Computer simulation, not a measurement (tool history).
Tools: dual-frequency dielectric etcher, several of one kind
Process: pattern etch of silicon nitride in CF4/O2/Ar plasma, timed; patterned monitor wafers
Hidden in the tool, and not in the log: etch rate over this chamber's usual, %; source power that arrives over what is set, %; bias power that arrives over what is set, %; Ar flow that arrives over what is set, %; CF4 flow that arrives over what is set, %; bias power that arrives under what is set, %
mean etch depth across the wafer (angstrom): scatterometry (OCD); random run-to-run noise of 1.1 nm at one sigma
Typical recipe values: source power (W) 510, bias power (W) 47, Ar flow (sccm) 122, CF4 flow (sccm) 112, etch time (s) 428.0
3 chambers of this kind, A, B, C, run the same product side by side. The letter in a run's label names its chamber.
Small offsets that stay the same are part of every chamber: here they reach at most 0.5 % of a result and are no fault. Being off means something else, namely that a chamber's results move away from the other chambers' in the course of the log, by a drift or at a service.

run	hour	source power (W)	bias power (W)	Ar flow (sccm)	CF4 flow (sccm)	etch time (s)	hours since the last wet clean	hours since the last source power generator calibration	hours since the last bias power generator calibration	hours since the last Ar flow controller change	hours since the last CF4 flow controller change	read-back reference wafer on the same gauge, depth_nm	mean etch depth across the wafer (angstrom)
1C	4.7	510	47	122	112	428.0	376.7	2413.5	1458.8	94.0	815.2	653.94	8006.8
2A	8.9	510	47	122	112	428.0	283.5	1474.0	57.9	1798.0	1876.9	654.23	7986.1
3B	16.7	510	47	122	112	428.0	270.9	1736.9	1761.0	3589.2	1090.5	654.21	8015.9
4C	23.6	510	47	122	112	428.0	395.6	2432.4	1477.7	112.9	834.1	654.79	8007.0
5B	28.2	510	47	122	112	428.0	282.4	1748.4	1772.5	3600.7	1102.0	654.51	7989.1
6A	36.9	510	47	122	112	428.0	311.5	1502.0	85.9	1826.0	1904.9	655.20	7969.1
7B	44.7	510	47	122	112	428.0	298.9	1764.9	1789.0	3617.2	1118.5	655.15	8005.2
8A	48.9	510	47	122	112	428.0	323.5	1514.0	97.9	1838.0	1916.9	655.12	7981.2
9C	52.8	510	47	122	112	341.0	424.8	2461.6	1506.9	142.1	863.3	655.47	6388.8
10C	60.6	510	47	122	112	341.0	432.6	2469.4	1514.7	149.9	871.1	655.70	6398.4
11B	69.0	510	47	122	112	341.0	323.2	1789.2	1813.3	3641.5	1142.8	655.88	6403.2
12A	76.9	510	47	122	112	428.0	351.5	1542.0	125.9	1866.0	1944.9	656.13	7995.9
13C	82.6	510	47	122	112	428.0	454.6	2491.4	1536.7	171.9	893.1	656.18	8038.9
14B	90.1	510	47	122	112	428.0	344.3	1810.3	1834.4	3662.6	1163.9	656.22	8022.1
15A	97.2	510	47	122	112	428.0	371.8	1562.3	146.2	1886.3	1965.2	656.71	8000.7
16A	103.5	510	47	122	112	379.5	378.1	1568.6	152.5	1892.6	1971.5	656.56	7084.7
17B	109.5	510	47	122	112	379.5	363.7	1829.7	1853.8	3682.0	1183.3	657.00	7130.3
18C	113.7	510	47	122	112	379.5	485.7	2522.5	1567.8	203.0	924.2	657.06	7108.6
19C	122.8	510	47	122	112	428.0	494.8	2531.6	1576.9	212.1	933.3	657.21	8060.3
20B	128.7	510	47	122	112	428.0	382.9	1848.9	1873.0	3701.2	1202.5	657.23	8017.5
21A	136.5	510	38	122	112	529.0	411.1	1601.6	185.5	1925.6	2004.5	657.50	9179.8
22B	143.5	510	38	122	112	529.0	397.7	1863.7	1887.8	3716.0	1217.3	657.69	9186.4

What goes on in this fleet: one chamber off, a drifting gauge, or nothing beyond the chambers' own small offsets? Name the chamber and the cause, if any.

Gauge drift. The chambers move together only on paper, and none stands off.
Likeliest cause: gauge reads high (%) = 0.599.

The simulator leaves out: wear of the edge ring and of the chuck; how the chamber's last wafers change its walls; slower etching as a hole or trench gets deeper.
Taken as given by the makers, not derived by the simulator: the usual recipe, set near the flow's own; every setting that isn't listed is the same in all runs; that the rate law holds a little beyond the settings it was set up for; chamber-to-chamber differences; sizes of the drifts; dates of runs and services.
